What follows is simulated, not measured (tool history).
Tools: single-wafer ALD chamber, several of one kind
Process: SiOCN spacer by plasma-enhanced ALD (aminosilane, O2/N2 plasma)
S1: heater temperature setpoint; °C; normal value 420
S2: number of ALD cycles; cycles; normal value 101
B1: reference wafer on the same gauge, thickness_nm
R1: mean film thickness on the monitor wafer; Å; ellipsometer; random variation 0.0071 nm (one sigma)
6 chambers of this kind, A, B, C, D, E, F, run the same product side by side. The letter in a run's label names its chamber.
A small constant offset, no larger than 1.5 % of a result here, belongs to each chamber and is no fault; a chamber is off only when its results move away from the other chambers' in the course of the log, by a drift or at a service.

| run | day | S1 | S2 | B1 | R1 |
|---|---|---|---|---|---|
| 1B | 0.383 | 420 | 101 | 5.0104 | 57.414 |
| 2C | 0.767 | 420 | 101 | 5.0117 | 57.380 |
| 3F | 1.079 | 420 | 101 | 5.0124 | 57.588 |
| 4A | 1.288 | 420 | 101 | 5.0119 | 56.792 |
| 5D | 1.596 | 420 | 101 | 5.0128 | 57.462 |
| 6E | 1.925 | 433 | 90 | 5.0145 | 49.532 |
| 7C | 2.225 | 433 | 90 | 5.0135 | 49.003 |
| 8B | 2.538 | 433 | 90 | 5.0145 | 49.081 |
| 9F | 2.908 | 433 | 90 | 5.0182 | 49.122 |
| 10E | 3.283 | 433 | 90 | 5.0184 | 49.589 |
| 11A | 3.562 | 433 | 90 | 5.0167 | 48.408 |
| 12D | 3.783 | 411 | 116 | 5.0187 | 67.770 |
| 13D | 4.054 | 411 | 116 | 5.0180 | 67.711 |
| 14E | 4.329 | 411 | 116 | 5.0204 | 68.741 |
| 15A | 4.704 | 411 | 116 | 5.0220 | 67.151 |
| 16F | 4.983 | 411 | 116 | 5.0213 | 68.078 |
| 17B | 5.217 | 411 | 116 | 5.0212 | 67.896 |
| 18C | 5.454 | 420 | 101 | 5.0204 | 57.506 |
| 19A | 5.854 | 420 | 101 | 5.0227 | 56.730 |
| 20C | 6.200 | 420 | 101 | 5.0235 | 57.576 |
| 21D | 6.592 | 407 | 101 | 5.0256 | 59.882 |
|  | 6.771 | chamber D: thermocouple changed; heater temperature recalibrated |
| 22E | 6.888 | 407 | 101 | 5.0230 | 60.708 |
| 23F | 7.100 | 407 | 101 | 5.0238 | 59.940 |
| 24B | 7.421 | 407 | 101 | 5.0275 | 60.030 |
| 25B | 7.646 | 407 | 101 | 5.0251 | 59.973 |
| 26A | 7.858 | 407 | 101 | 5.0294 | 59.235 |
| 27E | 8.146 | 420 | 101 | 5.0273 | 58.318 |
| 28F | 8.429 | 410 | 101 | 5.0305 | 59.422 |
| 29C | 8.633 | 410 | 101 | 5.0306 | 59.337 |
| 30D | 8.933 | 410 | 101 | 5.0304 | 59.265 |
| 31E | 9.221 | 410 | 101 | 5.0307 | 60.169 |
| 32C | 9.508 | 410 | 101 | 5.0305 | 59.354 |
| 33B | 9.808 | 410 | 101 | 5.0316 | 59.505 |
| 34A | 10.079 | 420 | 101 | 5.0312 | 56.923 |
| 35F | 10.458 | 407 | 120 | 5.0331 | 71.358 |
| 36D | 10.667 | 407 | 120 | 5.0344 | 71.000 |
| 37C | 10.850 | 407 | 120 | 5.0346 | 71.288 |
| 38F | 11.075 | 407 | 120 | 5.0346 | 71.470 |

Next, every chamber runs the same settings. What will each give?
| 39A | 11.362 | 420 | 81 |  | ? |
| 39B | 11.362 | 420 | 81 |  | ? |
| 39C | 11.362 | 420 | 81 |  | ? |
| 39D | 11.362 | 420 | 81 |  | ? |
| 39E | 11.362 | 420 | 81 |  | ? |
| 39F | 11.362 | 420 | 81 |  | ? |

| run | R1 |
|---|---|
| 39A | 45.692 |
| 39B | 46.363 |
| 39C | 46.260 |
| 39D | 46.180 |
| 39E | 46.749 |
| 39F | 46.326 |
